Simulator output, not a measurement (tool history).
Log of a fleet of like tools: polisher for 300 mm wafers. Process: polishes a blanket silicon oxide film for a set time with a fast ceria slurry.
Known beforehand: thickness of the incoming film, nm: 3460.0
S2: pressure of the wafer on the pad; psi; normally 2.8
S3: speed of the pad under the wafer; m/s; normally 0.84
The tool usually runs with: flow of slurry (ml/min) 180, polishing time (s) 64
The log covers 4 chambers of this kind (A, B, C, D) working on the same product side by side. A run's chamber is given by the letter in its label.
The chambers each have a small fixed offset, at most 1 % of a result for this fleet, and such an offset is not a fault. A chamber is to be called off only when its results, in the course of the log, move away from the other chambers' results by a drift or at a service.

-- day=0.058 chamber B: worn pad replaced by a new one
run 1B day=0.512 | flow_of_slurry_(ml/min)=180 S2=2.8 S3=0.84 polishing_time_(s)=64 | film_removed_(nm)=855.72
run 2D day=0.988 | flow_of_slurry_(ml/min)=180 S2=2.8 S3=0.84 polishing_time_(s)=64 | film_removed_(nm)=902.43
run 3A day=1.517 | flow_of_slurry_(ml/min)=180 S2=2.8 S3=0.84 polishing_time_(s)=64 | film_removed_(nm)=864.08
run 4C day=1.975 | flow_of_slurry_(ml/min)=180 S2=2.8 S3=0.84 polishing_time_(s)=64 | film_removed_(nm)=871.06
run 5A day=2.325 | flow_of_slurry_(ml/min)=180 S2=2.8 S3=0.84 polishing_time_(s)=54 | film_removed_(nm)=743.22
-- day=2.733 chamber D: worn pad replaced by a new one
-- day=2.871 chamber A: worn pad replaced by a new one
run 6B day=2.871 | flow_of_slurry_(ml/min)=180 S2=2.8 S3=0.84 polishing_time_(s)=54 | film_removed_(nm)=742.68
run 7D day=3.112 | flow_of_slurry_(ml/min)=180 S2=2.8 S3=0.84 polishing_time_(s)=54 | film_removed_(nm)=734.94
run 8C day=3.558 | flow_of_slurry_(ml/min)=180 S2=2.8 S3=0.84 polishing_time_(s)=54 | film_removed_(nm)=749.42
run 9C day=3.862 | flow_of_slurry_(ml/min)=180 S2=2.8 S3=0.84 polishing_time_(s)=64 | film_removed_(nm)=892.11
run 10D day=4.196 | flow_of_slurry_(ml/min)=180 S2=2.8 S3=0.84 polishing_time_(s)=64 | film_removed_(nm)=896.47
run 11B day=4.588 | flow_of_slurry_(ml/min)=180 S2=2.8 S3=0.84 polishing_time_(s)=64 | film_removed_(nm)=895.29
run 12A day=5.117 | flow_of_slurry_(ml/min)=180 S2=2.8 S3=0.84 polishing_time_(s)=64 | film_removed_(nm)=879.37
run 13B day=5.467 | flow_of_slurry_(ml/min)=180 S2=2.8 S3=0.84 polishing_time_(s)=64 | film_removed_(nm)=893.24
run 14A day=5.821 | flow_of_slurry_(ml/min)=180 S2=2.8 S3=0.84 polishing_time_(s)=64 | film_removed_(nm)=867.43
-- day=6.021 chamber A: worn pad replaced by a new one
run 15D day=6.058 | flow_of_slurry_(ml/min)=180 S2=2.8 S3=0.84 polishing_time_(s)=64 | film_removed_(nm)=877.00
-- day=6.538 chamber C: worn pad replaced by a new one
run 16C day=6.571 | flow_of_slurry_(ml/min)=180 S2=2.8 S3=0.84 polishing_time_(s)=64 | film_removed_(nm)=901.95
-- day=7.008 chamber D: worn pad replaced by a new one
run 17D day=7.096 | flow_of_slurry_(ml/min)=180 S2=2.8 S3=0.84 polishing_time_(s)=64 | film_removed_(nm)=872.47
-- day=7.229 chamber C: head pressure recalibrated
-- day=7.229 chamber B: worn pad replaced by a new one
run 18C day=7.358 | flow_of_slurry_(ml/min)=180 S2=2.8 S3=0.84 polishing_time_(s)=64 | film_removed_(nm)=994.12
-- day=7.596 chamber C: slurry nozzle cleaned
run 19B day=7.850 | flow_of_slurry_(ml/min)=180 S2=2.8 S3=0.84 polishing_time_(s)=64 | film_removed_(nm)=881.90
-- day=7.921 chamber B: head pressure recalibrated
run 20A day=8.383 | flow_of_slurry_(ml/min)=180 S2=2.8 S3=0.84 polishing_time_(s)=64 | film_removed_(nm)=890.22
-- day=8.512 chamber B: slurry nozzle cleaned
run 21A day=8.733 | flow_of_slurry_(ml/min)=180 S2=2.8 S3=0.84 polishing_time_(s)=64 | film_removed_(nm)=895.42
run 22C day=9.183 | flow_of_slurry_(ml/min)=180 S2=2.8 S3=0.84 polishing_time_(s)=64 | film_removed_(nm)=1000.00
-- day=9.525 chamber A: worn pad replaced by a new one
run 23D day=9.625 | flow_of_slurry_(ml/min)=180 S2=2.8 S3=0.84 polishing_time_(s)=64 | film_removed_(nm)=881.47
run 24B day=9.954 | flow_of_slurry_(ml/min)=180 S2=2.8 S3=0.84 polishing_time_(s)=64 | film_removed_(nm)=877.65
run 25C day=10.204 | flow_of_slurry_(ml/min)=180 S2=2.8 S3=0.84 polishing_time_(s)=64 | film_removed_(nm)=984.89
run 26B day=10.675 | flow_of_slurry_(ml/min)=180 S2=2.8 S3=0.84 polishing_time_(s)=64 | film_removed_(nm)=898.66
-- day=10.775 chamber D: worn pad replaced by a new one
run 27D day=11.029 | flow_of_slurry_(ml/min)=180 S2=2.8 S3=0.84 polishing_time_(s)=64 | film_removed_(nm)=873.83
run 28A day=11.367 | flow_of_slurry_(ml/min)=180 S2=2.8 S3=0.84 polishing_time_(s)=64 | film_removed_(nm)=894.52
run 29A day=11.625 | flow_of_slurry_(ml/min)=180 S2=2.8 S3=0.84 polishing_time_(s)=64 | film_removed_(nm)=898.83
run 30C day=12.142 | flow_of_slurry_(ml/min)=180 S2=2.8 S3=0.84 polishing_time_(s)=64 | film_removed_(nm)=957.14
-- day=12.379 chamber D: head pressure recalibrated
run 31B day=12.629 | flow_of_slurry_(ml/min)=180 S2=2.8 S3=0.84 polishing_time_(s)=64 | film_removed_(nm)=877.49
run 32D day=12.933 | flow_of_slurry_(ml/min)=155 S2=2.8 S3=0.84 polishing_time_(s)=83 | film_removed_(nm)=1117.30
run 33D day=13.388 | flow_of_slurry_(ml/min)=155 S2=2.8 S3=0.84 polishing_time_(s)=83 | film_removed_(nm)=1090.30
run 34B day=13.658 | flow_of_slurry_(ml/min)=155 S2=2.8 S3=0.84 polishing_time_(s)=83 | film_removed_(nm)=1122.10

Is one chamber out of step, is the gauge drifting, or do the chambers differ by no more than their own small offsets? For an off chamber, give its letter and the likeliest cause.

After it was serviced, chamber C no longer matches the other chambers.
Most likely cause: head's pressure above its setpoint, % = 11.7.

Which of the 4 candidates below, each the usual settings with something changed and its results left as question marks, puts chamber C back in line with what the other chambers give on the usual settings?
Allowed miss from the other chambers' usual-settings mean, per result, to count as in line: film removed (nm) 43.00
run 35C-1 day=14.050 | flow_of_slurry_(ml/min)=180 S2=2.8 S3=0.84 polishing_time_(s)=65 | film_removed_(nm)=?
run 35C-2 day=14.050 | flow_of_slurry_(ml/min)=180 S2=3.0 S3=0.84 polishing_time_(s)=67 | film_removed_(nm)=?
run 35C-3 day=14.050 | flow_of_slurry_(ml/min)=180 S2=2.8 S3=0.84 polishing_time_(s)=63 | film_removed_(nm)=?
run 35C-4 day=14.050 | flow_of_slurry_(ml/min)=180 S2=2.6 S3=0.80 polishing_time_(s)=64 | film_removed_(nm)=?

On the usual settings, the other chambers give on average: film removed (nm) 880.62
run=35C-1 film_removed_(nm)=1004.10
run=35C-2 film_removed_(nm)=1110.00
run=35C-3 film_removed_(nm)=973.18
run=35C-4 film_removed_(nm)=873.65
35C-4 is the one that brings the chamber's results back in line with the other chambers.
